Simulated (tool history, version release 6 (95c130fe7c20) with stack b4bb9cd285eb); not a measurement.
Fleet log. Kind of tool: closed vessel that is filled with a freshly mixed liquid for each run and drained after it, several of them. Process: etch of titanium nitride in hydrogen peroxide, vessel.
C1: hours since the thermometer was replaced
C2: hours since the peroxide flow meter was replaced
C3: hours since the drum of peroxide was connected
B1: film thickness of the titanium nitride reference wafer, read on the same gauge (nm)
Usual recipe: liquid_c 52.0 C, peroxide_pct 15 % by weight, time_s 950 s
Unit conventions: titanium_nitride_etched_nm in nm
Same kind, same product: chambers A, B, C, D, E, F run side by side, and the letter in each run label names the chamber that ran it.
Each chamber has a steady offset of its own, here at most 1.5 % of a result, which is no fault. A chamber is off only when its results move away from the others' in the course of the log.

{"run": "1C", "hour": 6.8, "liquid_c": 52.0, "peroxide_pct": 15, "time_s": 950, "C1": 454.8, "C2": 471.5, "C3": 669.3, "B1": 89.95, "titanium_nitride_etched_nm": 48.132}
{"run": "2E", "hour": 12.1, "liquid_c": 52.0, "peroxide_pct": 15, "time_s": 950, "C1": 260.4, "C2": 273.0, "C3": 620.5, "B1": 90.045, "titanium_nitride_etched_nm": 47.641}
{"run": "3F", "hour": 20.6, "liquid_c": 52.0, "peroxide_pct": 15, "time_s": 950, "C1": 1442.1, "C2": 28.5, "C3": 414.2, "B1": 89.984, "titanium_nitride_etched_nm": 48.181}
{"run": "4A", "hour": 30.0, "liquid_c": 52.0, "peroxide_pct": 15, "time_s": 950, "C1": 321.4, "C2": 1978.3, "C3": 120.2, "B1": 90.029, "titanium_nitride_etched_nm": 48.51}
{"run": "5B", "hour": 36.1, "liquid_c": 52.0, "peroxide_pct": 15, "time_s": 950, "C1": 1075.9, "C2": 1016.8, "C3": 652.7, "B1": 90.007, "titanium_nitride_etched_nm": 47.576}
{"run": "6D", "hour": 40.4, "liquid_c": 52.0, "peroxide_pct": 15, "time_s": 950, "C1": 418.2, "C2": 2294.1, "C3": 1212.2, "B1": 90.041, "titanium_nitride_etched_nm": 47.793}
{"run": "7E", "hour": 46.9, "liquid_c": 52.0, "peroxide_pct": 15, "time_s": 950, "C1": 295.2, "C2": 307.8, "C3": 655.3, "B1": 90.041, "titanium_nitride_etched_nm": 48.117}
{"run": "8F", "hour": 54.6, "liquid_c": 57.5, "peroxide_pct": 15, "time_s": 950, "C1": 1476.1, "C2": 62.5, "C3": 448.2, "B1": 90.022, "titanium_nitride_etched_nm": 71.979}
{"hour": 57.4, "done": "chamber A: peroxide flow meter replaced"}
{"run": "9B", "hour": 59.8, "liquid_c": 57.5, "peroxide_pct": 15, "time_s": 950, "C1": 1099.6, "C2": 1040.5, "C3": 676.4, "B1": 90.034, "titanium_nitride_etched_nm": 69.987}
{"run": "10D", "hour": 63.9, "liquid_c": 57.5, "peroxide_pct": 15, "time_s": 950, "C1": 441.7, "C2": 2317.6, "C3": 1235.7, "B1": 89.968, "titanium_nitride_etched_nm": 70.542}
{"run": "11A", "hour": 69.2, "liquid_c": 57.5, "peroxide_pct": 15, "time_s": 950, "C1": 360.6, "C2": 11.9, "C3": 159.4, "B1": 90.006, "titanium_nitride_etched_nm": 71.489}
{"run": "12C", "hour": 74.1, "liquid_c": 57.5, "peroxide_pct": 15, "time_s": 950, "C1": 522.1, "C2": 538.8, "C3": 736.6, "B1": 89.989, "titanium_nitride_etched_nm": 70.892}
{"hour": 77.0, "done": "chamber C: new drum of peroxide connected"}
{"run": "13F", "hour": 78.1, "liquid_c": 57.5, "peroxide_pct": 15, "time_s": 950, "C1": 1499.6, "C2": 86.0, "C3": 471.7, "B1": 89.963, "titanium_nitride_etched_nm": 70.951}
{"run": "14E", "hour": 84.3, "liquid_c": 49.0, "peroxide_pct": 15, "time_s": 950, "C1": 332.6, "C2": 345.2, "C3": 692.7, "B1": 90.011, "titanium_nitride_etched_nm": 38.581}
{"run": "15A", "hour": 91.4, "liquid_c": 49.0, "peroxide_pct": 15, "time_s": 950, "C1": 382.8, "C2": 34.1, "C3": 181.6, "B1": 90.043, "titanium_nitride_etched_nm": 39.677}
{"run": "16D", "hour": 98.2, "liquid_c": 49.0, "peroxide_pct": 15, "time_s": 950, "C1": 476.0, "C2": 2351.9, "C3": 1270.0, "B1": 90.007, "titanium_nitride_etched_nm": 37.927}
{"run": "17B", "hour": 104.5, "liquid_c": 49.0, "peroxide_pct": 15, "time_s": 950, "C1": 1144.3, "C2": 1085.2, "C3": 721.1, "B1": 89.974, "titanium_nitride_etched_nm": 37.946}
{"run": "18C", "hour": 111.5, "liquid_c": 49.0, "peroxide_pct": 15, "time_s": 950, "C1": 559.5, "C2": 576.2, "C3": 34.5, "B1": 90.015, "titanium_nitride_etched_nm": 38.854}
{"run": "19E", "hour": 118.3, "liquid_c": 49.0, "peroxide_pct": 15, "time_s": 950, "C1": 366.6, "C2": 379.2, "C3": 726.7, "B1": 89.979, "titanium_nitride_etched_nm": 38.306}
{"run": "20B", "hour": 123.6, "liquid_c": 52.0, "peroxide_pct": 15, "time_s": 950, "C1": 1163.4, "C2": 1104.3, "C3": 740.2, "B1": 89.989, "titanium_nitride_etched_nm": 47.508}
{"run": "21D", "hour": 132.6, "liquid_c": 52.0, "peroxide_pct": 15, "time_s": 950, "C1": 510.4, "C2": 2386.3, "C3": 1304.4, "B1": 90.002, "titanium_nitride_etched_nm": 46.362}
{"run": "22F", "hour": 138.9, "liquid_c": 52.0, "peroxide_pct": 15, "time_s": 950, "C1": 1560.4, "C2": 146.8, "C3": 532.5, "B1": 90.003, "titanium_nitride_etched_nm": 49.108}
{"run": "23C", "hour": 144.4, "liquid_c": 52.0, "peroxide_pct": 15, "time_s": 950, "C1": 592.4, "C2": 609.1, "C3": 67.4, "B1": 90.004, "titanium_nitride_etched_nm": 48.959}
{"run": "24A", "hour": 150.1, "liquid_c": 52.0, "peroxide_pct": 15, "time_s": 950, "C1": 441.5, "C2": 92.8, "C3": 240.3, "B1": 90.052, "titanium_nitride_etched_nm": 48.613}
{"hour": 153.5, "done": "chamber D: peroxide flow meter replaced"}
{"run": "25F", "hour": 158.1, "liquid_c": 52.0, "peroxide_pct": 12, "time_s": 950, "C1": 1579.6, "C2": 166.0, "C3": 551.7, "B1": 89.999, "titanium_nitride_etched_nm": 46.378}
{"run": "26A", "hour": 165.8, "liquid_c": 52.0, "peroxide_pct": 12, "time_s": 950, "C1": 457.2, "C2": 108.5, "C3": 256.0, "B1": 90.017, "titanium_nitride_etched_nm": 46.262}
{"run": "27D", "hour": 173.4, "liquid_c": 52.0, "peroxide_pct": 12, "time_s": 950, "C1": 551.2, "C2": 19.9, "C3": 1345.2, "B1": 89.985, "titanium_nitride_etched_nm": 43.412}
{"run": "28C", "hour": 177.6, "liquid_c": 52.0, "peroxide_pct": 12, "time_s": 950, "C1": 625.6, "C2": 642.3, "C3": 100.6, "B1": 90.0, "titanium_nitride_etched_nm": 46.167}
{"run": "29B", "hour": 182.1, "liquid_c": 52.0, "peroxide_pct": 12, "time_s": 950, "C1": 1221.9, "C2": 1162.8, "C3": 798.7, "B1": 89.999, "titanium_nitride_etched_nm": 45.412}
{"run": "30E", "hour": 188.8, "liquid_c": 52.0, "peroxide_pct": 12, "time_s": 950, "C1": 437.1, "C2": 449.7, "C3": 797.2, "B1": 89.999, "titanium_nitride_etched_nm": 45.133}
{"run": "31E", "hour": 196.2, "liquid_c": 52.0, "peroxide_pct": 15, "time_s": 950, "C1": 444.5, "C2": 457.1, "C3": 804.6, "B1": 89.995, "titanium_nitride_etched_nm": 48.211}
{"run": "32D", "hour": 204.0, "liquid_c": 52.0, "peroxide_pct": 15, "time_s": 950, "C1": 581.8, "C2": 50.5, "C3": 1375.8, "B1": 89.952, "titanium_nitride_etched_nm": 44.51}
{"run": "33F", "hour": 208.8, "liquid_c": 52.0, "peroxide_pct": 15, "time_s": 640, "C1": 1630.3, "C2": 216.7, "C3": 602.4, "B1": 89.998, "titanium_nitride_etched_nm": 32.87}
{"run": "34A", "hour": 213.7, "liquid_c": 52.0, "peroxide_pct": 15, "time_s": 640, "C1": 505.1, "C2": 156.4, "C3": 303.9, "B1": 90.014, "titanium_nitride_etched_nm": 32.876}
{"run": "35C", "hour": 219.8, "liquid_c": 52.0, "peroxide_pct": 15, "time_s": 640, "C1": 667.8, "C2": 684.5, "C3": 142.8, "B1": 90.01, "titanium_nitride_etched_nm": 32.692}
{"hour": 227.8, "done": "chamber B: new drum of peroxide connected"}
{"run": "36B", "hour": 228.1, "liquid_c": 52.0, "peroxide_pct": 15, "time_s": 640, "C1": 1267.9, "C2": 1208.8, "C3": 0.4, "B1": 90.002, "titanium_nitride_etched_nm": 32.29}

Each of the 6 chambers runs these same settings next. Fill in every chamber's results:
{"run": "37A", "hour": 234.8, "liquid_c": 52.0, "peroxide_pct": 15, "time_s": 950, "titanium_nitride_etched_nm": "?"}
{"run": "37B", "hour": 234.8, "liquid_c": 52.0, "peroxide_pct": 15, "time_s": 950, "titanium_nitride_etched_nm": "?"}
{"run": "37C", "hour": 234.8, "liquid_c": 52.0, "peroxide_pct": 15, "time_s": 950, "titanium_nitride_etched_nm": "?"}
{"run": "37D", "hour": 234.8, "liquid_c": 52.0, "peroxide_pct": 15, "time_s": 950, "titanium_nitride_etched_nm": "?"}
{"run": "37E", "hour": 234.8, "liquid_c": 52.0, "peroxide_pct": 15, "time_s": 950, "titanium_nitride_etched_nm": "?"}
{"run": "37F", "hour": 234.8, "liquid_c": 52.0, "peroxide_pct": 15, "time_s": 950, "titanium_nitride_etched_nm": "?"}

run=37A titanium_nitride_etched_nm=48.256
run=37B titanium_nitride_etched_nm=47.397
run=37C titanium_nitride_etched_nm=48.299
run=37D titanium_nitride_etched_nm=44.073
run=37E titanium_nitride_etched_nm=47.677
run=37F titanium_nitride_etched_nm=48.987

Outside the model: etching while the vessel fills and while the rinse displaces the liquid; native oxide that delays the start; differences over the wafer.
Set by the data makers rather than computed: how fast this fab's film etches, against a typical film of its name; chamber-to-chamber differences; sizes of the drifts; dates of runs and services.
